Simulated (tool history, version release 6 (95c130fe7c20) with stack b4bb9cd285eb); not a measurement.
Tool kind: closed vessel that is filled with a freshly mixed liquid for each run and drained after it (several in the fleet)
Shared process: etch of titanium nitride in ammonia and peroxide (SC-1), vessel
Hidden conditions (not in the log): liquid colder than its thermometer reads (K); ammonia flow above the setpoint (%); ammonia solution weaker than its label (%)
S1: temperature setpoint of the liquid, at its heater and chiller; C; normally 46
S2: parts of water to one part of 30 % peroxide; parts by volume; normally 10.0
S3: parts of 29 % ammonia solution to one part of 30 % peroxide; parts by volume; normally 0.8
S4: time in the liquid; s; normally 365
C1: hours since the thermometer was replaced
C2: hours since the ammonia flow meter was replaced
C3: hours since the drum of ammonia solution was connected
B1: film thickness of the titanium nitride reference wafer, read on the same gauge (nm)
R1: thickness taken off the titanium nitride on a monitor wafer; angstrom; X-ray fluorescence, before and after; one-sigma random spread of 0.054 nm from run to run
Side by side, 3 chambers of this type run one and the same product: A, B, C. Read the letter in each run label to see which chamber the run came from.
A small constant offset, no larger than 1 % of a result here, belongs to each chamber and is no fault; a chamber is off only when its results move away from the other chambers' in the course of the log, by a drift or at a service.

run 1B hour=8.4 | S1=46 S2=10.0 S3=0.8 S4=365 | C1=753.8 C2=1475.2 C3=528.8 | B1=139.97 | R1=100.860
-- hour=9.6 chamber B: thermometer replaced
run 2A hour=20.3 | S1=46 S2=10.0 S3=0.8 S4=365 | C1=1814.4 C2=811.1 C3=249.4 | B1=140.02 | R1=100.970
run 3C hour=28.2 | S1=46 S2=10.0 S3=0.8 S4=365 | C1=443.1 C2=463.8 C3=258.8 | B1=139.99 | R1=100.590
-- hour=36.0 chamber C: new drum of ammonia solution connected
run 4C hour=40.4 | S1=46 S2=10.0 S3=0.8 S4=365 | C1=455.3 C2=476.0 C3=4.4 | B1=140.03 | R1=100.910
run 5B hour=52.1 | S1=46 S2=10.0 S3=0.8 S4=365 | C1=42.5 C2=1518.9 C3=572.5 | B1=140.00 | R1=100.200
run 6A hour=66.4 | S1=46 S2=10.0 S3=0.8 S4=365 | C1=1860.5 C2=857.2 C3=295.5 | B1=140.00 | R1=100.750
run 7B hour=74.0 | S1=46 S2=10.0 S3=0.8 S4=365 | C1=64.4 C2=1540.8 C3=594.4 | B1=139.98 | R1=100.740
run 8C hour=83.8 | S1=46 S2=10.0 S3=0.8 S4=365 | C1=498.7 C2=519.4 C3=47.8 | B1=140.00 | R1=100.480
run 9A hour=97.2 | S1=46 S2=10.0 S3=0.8 S4=365 | C1=1891.3 C2=888.0 C3=326.3 | B1=140.05 | R1=100.890
run 10A hour=108.8 | S1=46 S2=10.0 S3=0.8 S4=365 | C1=1902.9 C2=899.6 C3=337.9 | B1=140.06 | R1=99.405
run 11C hour=116.4 | S1=46 S2=10.0 S3=0.8 S4=365 | C1=531.3 C2=552.0 C3=80.4 | B1=140.03 | R1=99.719
run 12B hour=124.6 | S1=46 S2=10.0 S3=0.8 S4=365 | C1=115.0 C2=1591.4 C3=645.0 | B1=140.04 | R1=100.440
run 13C hour=132.3 | S1=46 S2=10.0 S3=0.8 S4=365 | C1=547.2 C2=567.9 C3=96.3 | B1=140.00 | R1=98.454
run 14B hour=146.9 | S1=46 S2=10.0 S3=0.8 S4=365 | C1=137.3 C2=1613.7 C3=667.3 | B1=140.02 | R1=99.876
run 15A hour=161.1 | S1=46 S2=10.0 S3=0.8 S4=365 | C1=1955.2 C2=951.9 C3=390.2 | B1=140.03 | R1=100.050
run 16C hour=168.3 | S1=46 S2=10.0 S3=0.8 S4=365 | C1=583.2 C2=603.9 C3=132.3 | B1=140.04 | R1=97.781
run 17A hour=176.6 | S1=46 S2=10.0 S3=0.8 S4=365 | C1=1970.7 C2=967.4 C3=405.7 | B1=140.03 | R1=100.080
run 18B hour=191.1 | S1=46 S2=10.0 S3=0.8 S4=365 | C1=181.5 C2=1657.9 C3=711.5 | B1=139.96 | R1=101.610
run 19A hour=204.9 | S1=46 S2=10.0 S3=0.8 S4=365 | C1=1999.0 C2=995.7 C3=434.0 | B1=139.98 | R1=99.583
run 20C hour=211.8 | S1=46 S2=10.0 S3=0.8 S4=365 | C1=626.7 C2=647.4 C3=175.8 | B1=140.02 | R1=97.003
run 21B hour=223.7 | S1=46 S2=10.0 S3=0.8 S4=365 | C1=214.1 C2=1690.5 C3=744.1 | B1=140.03 | R1=99.995
run 22C hour=235.3 | S1=46 S2=10.0 S3=0.8 S4=365 | C1=650.2 C2=670.9 C3=199.3 | B1=139.93 | R1=96.819
-- hour=243.6 chamber C: new drum of ammonia solution connected
run 23B hour=247.8 | S1=46 S2=10.0 S3=0.8 S4=365 | C1=238.2 C2=1714.6 C3=768.2 | B1=140.00 | R1=99.667
run 24A hour=257.2 | S1=46 S2=10.0 S3=0.8 S4=365 | C1=2051.3 C2=1048.0 C3=486.3 | B1=140.00 | R1=100.380
run 25A hour=265.5 | S1=46 S2=10.0 S3=0.8 S4=365 | C1=2059.6 C2=1056.3 C3=494.6 | B1=140.00 | R1=99.926
run 26B hour=272.8 | S1=46 S2=10.0 S3=0.8 S4=365 | C1=263.2 C2=1739.6 C3=793.2 | B1=140.02 | R1=100.330
run 27C hour=285.8 | S1=51 S2=10.0 S3=0.8 S4=365 | C1=700.7 C2=721.4 C3=42.3 | B1=139.96 | R1=135.610
run 28A hour=294.3 | S1=51 S2=10.0 S3=0.8 S4=365 | C1=2088.4 C2=1085.1 C3=523.4 | B1=140.02 | R1=142.560
run 29B hour=304.8 | S1=51 S2=10.0 S3=0.8 S4=365 | C1=295.2 C2=1771.6 C3=825.2 | B1=140.00 | R1=144.120
run 30C hour=316.1 | S1=46 S2=10.0 S3=0.8 S4=365 | C1=731.0 C2=751.7 C3=72.6 | B1=139.99 | R1=94.128
run 31C hour=325.7 | S1=46 S2=10.0 S3=0.8 S4=365 | C1=740.6 C2=761.3 C3=82.2 | B1=139.99 | R1=94.706

Next, every chamber runs the same settings. What will each give?
run 32A hour=336.2 | S1=46 S2=14.5 S3=0.8 S4=365 | R1=?
run 32B hour=336.2 | S1=46 S2=14.5 S3=0.8 S4=365 | R1=?
run 32C hour=336.2 | S1=46 S2=14.5 S3=0.8 S4=365 | R1=?

run=32A R1=81.542
run=32B R1=83.175
run=32C R1=78.266

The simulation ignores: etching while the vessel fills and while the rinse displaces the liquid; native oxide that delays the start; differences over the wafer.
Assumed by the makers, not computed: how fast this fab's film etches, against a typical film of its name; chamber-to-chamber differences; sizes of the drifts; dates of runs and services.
